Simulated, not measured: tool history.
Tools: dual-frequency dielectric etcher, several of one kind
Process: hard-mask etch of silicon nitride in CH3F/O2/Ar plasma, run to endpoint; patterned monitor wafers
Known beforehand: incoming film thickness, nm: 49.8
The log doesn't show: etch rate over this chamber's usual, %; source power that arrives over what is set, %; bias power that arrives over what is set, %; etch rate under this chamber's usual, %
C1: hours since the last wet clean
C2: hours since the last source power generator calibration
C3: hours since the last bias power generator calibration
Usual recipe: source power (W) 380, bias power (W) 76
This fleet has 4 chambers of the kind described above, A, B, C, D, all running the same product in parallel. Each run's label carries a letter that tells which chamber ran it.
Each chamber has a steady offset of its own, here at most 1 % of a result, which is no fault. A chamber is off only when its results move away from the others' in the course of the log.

Run 1D, day 0.279: usual settings; C1 37.1; C2 404.8; C3 1535.5. Result: endpoint time (s) 71.977.
Run 2B, day 0.717: usual settings; C1 529; C2 213.1; C3 4399.4. Result: endpoint time (s) 72.254.
Run 3A, day 1.017: usual settings; C1 292; C2 813.1; C3 2638.9. Result: endpoint time (s) 72.462.
Run 4C, day 1.392: usual settings; C1 232.9; C2 720.6; C3 1469.8. Result: endpoint time (s) 72.26.
At day 1.396: chamber B: bias power generator calibrated.
Run 5C, day 1.725: usual settings; C1 240.9; C2 728.6; C3 1477.8. Result: endpoint time (s) 72.826.
Run 6B, day 2.158: usual settings; C1 563.6; C2 247.7; C3 18.4. Result: endpoint time (s) 71.97.
Run 7A, day 2.654: usual settings; C1 331.3; C2 852.4; C3 2678.2. Result: endpoint time (s) 72.235.
Run 8D, day 3.025: usual settings; C1 103; C2 470.7; C3 1601.4. Result: endpoint time (s) 72.415.
Run 9A, day 3.467: usual settings; C1 350.8; C2 871.9; C3 2697.7. Result: endpoint time (s) 72.577.
Run 10C, day 3.929: usual settings; C1 293.8; C2 781.5; C3 1530.7. Result: endpoint time (s) 71.893.
Run 11D, day 4.554: usual settings; C1 139.7; C2 507.4; C3 1638.1. Result: endpoint time (s) 72.129.
Run 12B, day 4.954: usual settings; C1 630.7; C2 314.8; C3 85.5. Result: endpoint time (s) 71.386.
Run 13A, day 5.471: usual settings; C1 398.9; C2 920; C3 2745.8. Result: endpoint time (s) 72.509.
Run 14D, day 5.783: usual settings; C1 169.2; C2 536.9; C3 1667.6. Result: endpoint time (s) 71.978.
Run 15B, day 6.258: usual settings; C1 662; C2 346.1; C3 116.8. Result: endpoint time (s) 71.948.
Run 16C, day 6.775: usual settings; C1 362.1; C2 849.8; C3 1599. Result: endpoint time (s) 72.795.
At day 7.129: chamber C: wet clean of the chamber.
At day 7.283: chamber B: wet clean of the chamber.
Run 17A, day 7.312: usual settings; C1 443.1; C2 964.2; C3 2790. Result: endpoint time (s) 72.681.
Run 18D, day 7.771: usual settings; C1 216.9; C2 584.6; C3 1715.3. Result: endpoint time (s) 72.096.
At day 8.058: chamber A: wet clean of the chamber.
Run 19B, day 8.15: usual settings; C1 20.8; C2 391.5; C3 162.2. Result: endpoint time (s) 72.317.
Run 20C, day 8.438: usual settings; C1 31.5; C2 889.7; C3 1638.9. Result: endpoint time (s) 74.297.
Run 21A, day 8.712: usual settings but source power (W) 310; C1 15.8; C2 997.8; C3 2823.6. Result: endpoint time (s) 78.56.
Run 22D, day 9.062: usual settings but source power (W) 310; C1 247.9; C2 615.6; C3 1746.3. Result: endpoint time (s) 78.07.
Run 23C, day 9.438: usual settings but source power (W) 310; C1 55.5; C2 913.7; C3 1662.9. Result: endpoint time (s) 80.787.
Run 24B, day 9.758: usual settings but source power (W) 310; C1 59.4; C2 430.1; C3 200.8. Result: endpoint time (s) 77.798.
Run 25C, day 10.304: usual settings; C1 76.3; C2 934.5; C3 1683.7. Result: endpoint time (s) 74.684.
Run 26D, day 10.883: usual settings; C1 291.6; C2 659.3; C3 1790. Result: endpoint time (s) 72.593.
Run 27A, day 11.221: usual settings; C1 76; C2 1058; C3 2883.8. Result: endpoint time (s) 72.312.
Run 28B, day 11.75: usual settings; C1 107.2; C2 477.9; C3 248.6. Result: endpoint time (s) 72.213.
Run 29D, day 12.042: usual settings but source power (W) 300, bias power (W) 70; C1 319.4; C2 687.1; C3 1817.8. Result: endpoint time (s) 81.524.
Run 30A, day 12.321: usual settings but source power (W) 300, bias power (W) 70; C1 102.4; C2 1084.4; C3 2910.2. Result: endpoint time (s) 81.89.
Run 31C, day 12.633: usual settings but source power (W) 300, bias power (W) 70; C1 132.2; C2 990.4; C3 1739.6. Result: endpoint time (s) 84.064.
Run 32B, day 13.054: usual settings but source power (W) 300, bias power (W) 70; C1 138.5; C2 509.2; C3 279.9. Result: endpoint time (s) 81.297.
Run 33A, day 13.392: usual settings; C1 128.1; C2 1110.1; C3 2935.9. Result: endpoint time (s) 72.723.
Run 34C, day 13.696: usual settings; C1 157.7; C2 1015.9; C3 1765.1. Result: endpoint time (s) 74.657.
Run 35D, day 14.238: usual settings; C1 372.1; C2 739.8; C3 1870.5. Result: endpoint time (s) 72.161.
Run 36B, day 14.854: usual settings; C1 181.7; C2 552.4; C3 323.1. Result: endpoint time (s) 72.148.
Run 37C, day 15.383: usual settings but bias power (W) 58; C1 198.2; C2 1056.4; C3 1805.6. Result: endpoint time (s) 81.428.
Run 38D, day 15.783: usual settings but bias power (W) 58; C1 409.2; C2 776.9; C3 1907.6. Result: endpoint time (s) 79.513.
Run 39B, day 16.062: usual settings but bias power (W) 58; C1 210.7; C2 581.4; C3 352.1. Result: endpoint time (s) 79.331.
Run 40A, day 16.662: usual settings but bias power (W) 58; C1 206.6; C2 1188.6; C3 3014.4. Result: endpoint time (s) 79.563.
Run 41D, day 17.004: usual settings; C1 438.5; C2 806.2; C3 1936.9. Result: endpoint time (s) 72.341.
Run 42A, day 17.475: usual settings; C1 226.1; C2 1208.1; C3 3033.9. Result: endpoint time (s) 73.134.
Run 43C, day 18.092: usual settings; C1 263.2; C2 1121.4; C3 1870.6. Result: endpoint time (s) 74.609.
Run 44B, day 18.421: usual settings; C1 267.3; C2 638; C3 408.7. Result: endpoint time (s) 72.264.

Is one chamber off against the others, does the gauge drift, or is nothing wrong? If a chamber is off, say which, and what the likeliest cause is.

Chamber C came out of a service off from its peers and stayed that way.
Likeliest cause: etch rate under this chamber's usual, % = 2.98.

Which of the 4 candidates below, each the usual settings with something changed and its results left as question marks, puts chamber C back in line with what the other chambers give on the usual settings?
In line means no further than this from the other chambers' mean on the usual settings: endpoint time (s) 0.8
Run 45C-1, day 18.875: usual settings but source power (W) 410. Result: endpoint time (s) ?.
Run 45C-2, day 18.875: usual settings but bias power (W) 69. Result: endpoint time (s) ?.
Run 45C-3, day 18.875: usual settings but bias power (W) 63. Result: endpoint time (s) ?.
Run 45C-4, day 18.875: usual settings but source power (W) 420, bias power (W) 82. Result: endpoint time (s) ?.

Average result of the remaining chambers running the usual settings: endpoint time (s) 72.332
  run  endpoint time (s)
45C-1             72.652
45C-2              77.31
45C-3             79.731
45C-4             70.105
Change 45C-1 lands the chamber within the allowed miss of the other chambers.
